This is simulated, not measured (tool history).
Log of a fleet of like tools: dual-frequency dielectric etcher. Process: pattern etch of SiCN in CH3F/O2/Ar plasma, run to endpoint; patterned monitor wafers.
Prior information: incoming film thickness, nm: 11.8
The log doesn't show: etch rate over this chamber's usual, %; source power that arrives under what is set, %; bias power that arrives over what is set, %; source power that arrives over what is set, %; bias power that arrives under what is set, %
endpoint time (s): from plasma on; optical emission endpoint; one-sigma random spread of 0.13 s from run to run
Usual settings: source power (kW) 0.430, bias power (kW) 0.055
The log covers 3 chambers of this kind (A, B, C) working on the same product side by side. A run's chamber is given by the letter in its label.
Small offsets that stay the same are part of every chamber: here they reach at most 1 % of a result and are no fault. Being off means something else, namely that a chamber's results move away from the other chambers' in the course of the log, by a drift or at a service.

| run | day | source power (kW) | bias power (kW) | hours since the last wet clean | hours since the last source power generator calibration | hours since the last bias power generator calibration | endpoint time (s) |
|---|---|---|---|---|---|---|---|
| 1A | 0.617 | 0.430 | 0.055 | 510.5 | 1185.2 | 1665.1 | 33.651 |
| 2B | 1.096 | 0.430 | 0.055 | 162.5 | 647.6 | 2472.0 | 33.522 |
| 3C | 1.588 | 0.430 | 0.055 | 310.5 | 3187.9 | 1269.9 | 33.558 |
| 4B | 1.950 | 0.430 | 0.055 | 183.0 | 668.1 | 2492.5 | 33.794 |
| 5A | 2.354 | 0.490 | 0.068 | 552.2 | 1226.9 | 1706.8 | 29.657 |
| 6C | 2.658 | 0.490 | 0.068 | 336.2 | 3213.6 | 1295.6 | 29.424 |
| 7A | 2.983 | 0.490 | 0.068 | 567.3 | 1242.0 | 1721.9 | 29.874 |
|  | 3.179 | chamber A: wet clean of the chamber |
| 8B | 3.592 | 0.430 | 0.055 | 222.4 | 707.5 | 2531.9 | 33.609 |
| 9C | 3.950 | 0.430 | 0.055 | 367.2 | 3244.6 | 1326.6 | 33.377 |
| 10B | 4.271 | 0.430 | 0.055 | 238.7 | 723.8 | 2548.2 | 33.378 |
| 11A | 4.821 | 0.430 | 0.055 | 39.5 | 1286.1 | 1766.0 | 32.502 |
| 12C | 5.175 | 0.430 | 0.055 | 396.6 | 3274.0 | 1356.0 | 33.512 |
| 13C | 5.617 | 0.430 | 0.055 | 407.2 | 3284.6 | 1366.6 | 33.555 |
|  | 5.925 | chamber C: wet clean of the chamber |
| 14A | 6.179 | 0.430 | 0.055 | 72.1 | 1318.7 | 1798.6 | 32.408 |
| 15B | 6.467 | 0.430 | 0.055 | 291.4 | 776.5 | 2600.9 | 33.569 |
| 16C | 6.992 | 0.430 | 0.055 | 25.6 | 3317.6 | 1399.6 | 33.447 |
| 17A | 7.550 | 0.430 | 0.055 | 105.0 | 1351.6 | 1831.5 | 32.424 |
| 18B | 8.050 | 0.430 | 0.055 | 329.4 | 814.5 | 2638.9 | 33.372 |
| 19B | 8.471 | 0.430 | 0.055 | 339.5 | 824.6 | 2649.0 | 33.328 |
| 20C | 8.958 | 0.430 | 0.055 | 72.8 | 3364.8 | 1446.8 | 33.391 |

Next, every chamber runs the same settings. What will each give?
| 21A | 9.421 | 0.430 | 0.062 |  |  |  | ? |
| 21B | 9.421 | 0.430 | 0.062 |  |  |  | ? |
| 21C | 9.421 | 0.430 | 0.062 |  |  |  | ? |

| run | endpoint time (s) |
|---|---|
| 21A | 30.861 |
| 21B | 32.242 |
| 21C | 32.146 |
